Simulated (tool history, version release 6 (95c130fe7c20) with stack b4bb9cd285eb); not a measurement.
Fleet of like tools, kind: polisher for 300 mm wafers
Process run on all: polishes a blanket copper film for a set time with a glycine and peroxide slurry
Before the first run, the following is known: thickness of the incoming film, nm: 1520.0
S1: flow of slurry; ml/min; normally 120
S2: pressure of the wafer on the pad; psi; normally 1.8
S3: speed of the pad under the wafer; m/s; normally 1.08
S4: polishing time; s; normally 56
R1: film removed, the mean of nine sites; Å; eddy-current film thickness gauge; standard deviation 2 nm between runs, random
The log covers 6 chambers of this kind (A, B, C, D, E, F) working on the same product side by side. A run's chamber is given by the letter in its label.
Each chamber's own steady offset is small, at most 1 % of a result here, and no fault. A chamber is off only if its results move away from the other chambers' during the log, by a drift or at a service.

| run | hour | S1 | S2 | S3 | S4 | R1 |
|---|---|---|---|---|---|---|
|  | 6.2 | chamber C: worn pad replaced by a new one |
| 1D | 11.6 | 120 | 1.8 | 1.08 | 56 | 2340.8 |
|  | 15.4 | chamber D: slurry nozzle cleaned |
| 2C | 22.6 | 120 | 1.8 | 1.08 | 56 | 2338.4 |
|  | 23.6 | chamber A: worn pad replaced by a new one |
| 3F | 33.1 | 120 | 1.8 | 1.08 | 56 | 2361.1 |
|  | 33.6 | chamber F: worn pad replaced by a new one |
|  | 35.9 | chamber B: slurry nozzle cleaned |
|  | 35.9 | chamber D: worn pad replaced by a new one |
| 4E | 40.3 | 120 | 1.8 | 1.08 | 56 | 2363.3 |
|  | 47.4 | chamber E: worn pad replaced by a new one |
| 5A | 51.9 | 120 | 1.8 | 1.08 | 56 | 2307 |
| 6B | 60.5 | 120 | 1.8 | 1.08 | 56 | 2341.6 |
| 7A | 67.9 | 120 | 1.8 | 1.08 | 56 | 2330 |
|  | 69.4 | chamber C: worn pad replaced by a new one |
| 8F | 76.3 | 120 | 1.8 | 1.08 | 56 | 2314.7 |
| 9D | 83.5 | 120 | 1.8 | 1.08 | 56 | 2369.7 |
|  | 93.5 | chamber A: worn pad replaced by a new one |
| 10E | 94.7 | 120 | 1.8 | 1.08 | 56 | 2331.9 |
|  | 101.1 | chamber F: worn pad replaced by a new one |
| 11C | 101.9 | 120 | 1.8 | 1.08 | 56 | 2340.3 |
| 12B | 110.8 | 135 | 1.8 | 1.08 | 56 | 2372.1 |
| 13C | 120 | 135 | 1.8 | 1.08 | 56 | 2432.7 |
|  | 123.5 | chamber D: worn pad replaced by a new one |
|  | 125 | chamber B: worn pad replaced by a new one |
|  | 130.5 | chamber E: worn pad replaced by a new one |
| 14A | 130.8 | 135 | 1.8 | 1.08 | 56 | 2442 |
| 15B | 140.4 | 135 | 1.8 | 1.08 | 56 | 2361.2 |
|  | 143.9 | chamber C: worn pad replaced by a new one |
| 16F | 147.7 | 135 | 1.8 | 1.08 | 56 | 2421.3 |
| 17D | 154.4 | 135 | 1.8 | 1.08 | 56 | 2417.3 |
| 18E | 162.9 | 120 | 1.8 | 1.08 | 56 | 2359.3 |
| 19B | 169 | 120 | 1.8 | 1.08 | 56 | 2319.2 |
|  | 169.7 | chamber F: worn pad replaced by a new one |
|  | 173.9 | chamber A: worn pad replaced by a new one |
| 20D | 180 | 120 | 1.8 | 1.08 | 56 | 2355.4 |
| 21C | 188.4 | 120 | 1.8 | 1.08 | 56 | 2353.2 |
| 22A | 196.5 | 120 | 1.8 | 1.08 | 56 | 2356.7 |
|  | 202.5 | chamber E: slurry nozzle cleaned |
|  | 205.7 | chamber A: head pressure recalibrated |
| 23E | 206.6 | 120 | 1.8 | 1.08 | 56 | 2360 |
|  | 206.9 | chamber E: worn pad replaced by a new one |
|  | 215.3 | chamber C: worn pad replaced by a new one |
| 24F | 218.4 | 120 | 1.8 | 1.08 | 56 | 2319.7 |
|  | 224.5 | chamber D: worn pad replaced by a new one |
| 25C | 228.1 | 120 | 1.8 | 1.08 | 56 | 2352.8 |
| 26E | 238.7 | 120 | 1.8 | 1.08 | 56 | 2402.3 |
|  | 240.2 | chamber F: worn pad replaced by a new one |
| 27A | 245.1 | 120 | 1.8 | 1.08 | 56 | 2308.3 |
|  | 246.7 | chamber B: worn pad replaced by a new one |
|  | 247.5 | chamber A: worn pad replaced by a new one |
| 28B | 251.5 | 120 | 1.8 | 1.08 | 56 | 2204 |
| 29D | 257.4 | 120 | 1.8 | 1.08 | 56 | 2369.6 |
| 30F | 263.4 | 120 | 1.8 | 1.08 | 56 | 2334.1 |
| 31B | 273.3 | 120 | 1.8 | 1.08 | 56 | 2219.8 |
| 32F | 281.6 | 120 | 1.8 | 1.08 | 56 | 2325 |
| 33C | 287.3 | 120 | 1.8 | 1.08 | 56 | 2356.6 |
|  | 290 | chamber C: worn pad replaced by a new one |
|  | 290.7 | chamber E: worn pad replaced by a new one |
|  | 295.1 | chamber C: head pressure recalibrated |
| 34D | 298.9 | 120 | 1.8 | 1.08 | 56 | 2395.9 |
|  | 302.1 | chamber F: worn pad replaced by a new one |
| 35A | 305.8 | 120 | 1.8 | 1.08 | 56 | 2369.3 |
| 36E | 314.1 | 120 | 1.8 | 1.08 | 56 | 2330.2 |
| 37C | 325.1 | 120 | 1.8 | 1.08 | 56 | 2332.4 |
| 38F | 332.1 | 120 | 1.8 | 1.08 | 56 | 2332.8 |

Which is it: a chamber that has drifted or been left off by a service, a gauge drift common to all chambers, or only each chamber's usual small offset? If a chamber is off, name it and its likeliest cause.

Chamber B drifts away from the others.
Cause: head's pressure below its setpoint, % = 10.9.
The log may not separate it from: slurry flow missing at the pad, %.

Below are 4 candidate recipes for chamber B's next run, each the usual settings with a change, their results shown as question marks. Which of them brings B's results back in line with what the other chambers give on the usual settings?
In line here means within this much of the mean the other chambers give on the usual settings: R1 69 Å
| 39B-1 | 340.6 | 120 | 1.8 | 1.1 | 57 | ? |
| 39B-2 | 340.6 | 100 | 1.8 | 1.08 | 56 | ? |
| 39B-3 | 340.6 | 120 | 2 | 1.08 | 56 | ? |
| 39B-4 | 340.6 | 120 | 1.7 | 1.08 | 53 | ? |

Other chambers, usual settings, mean: R1 2341.1 Å
| run | R1 |
|---|---|
| 39B-1 | 2206.4 |
| 39B-2 | 2048.7 |
| 39B-3 | 2317.8 |
| 39B-4 | 1938.7 |
39B-3 brings the chamber back in line.
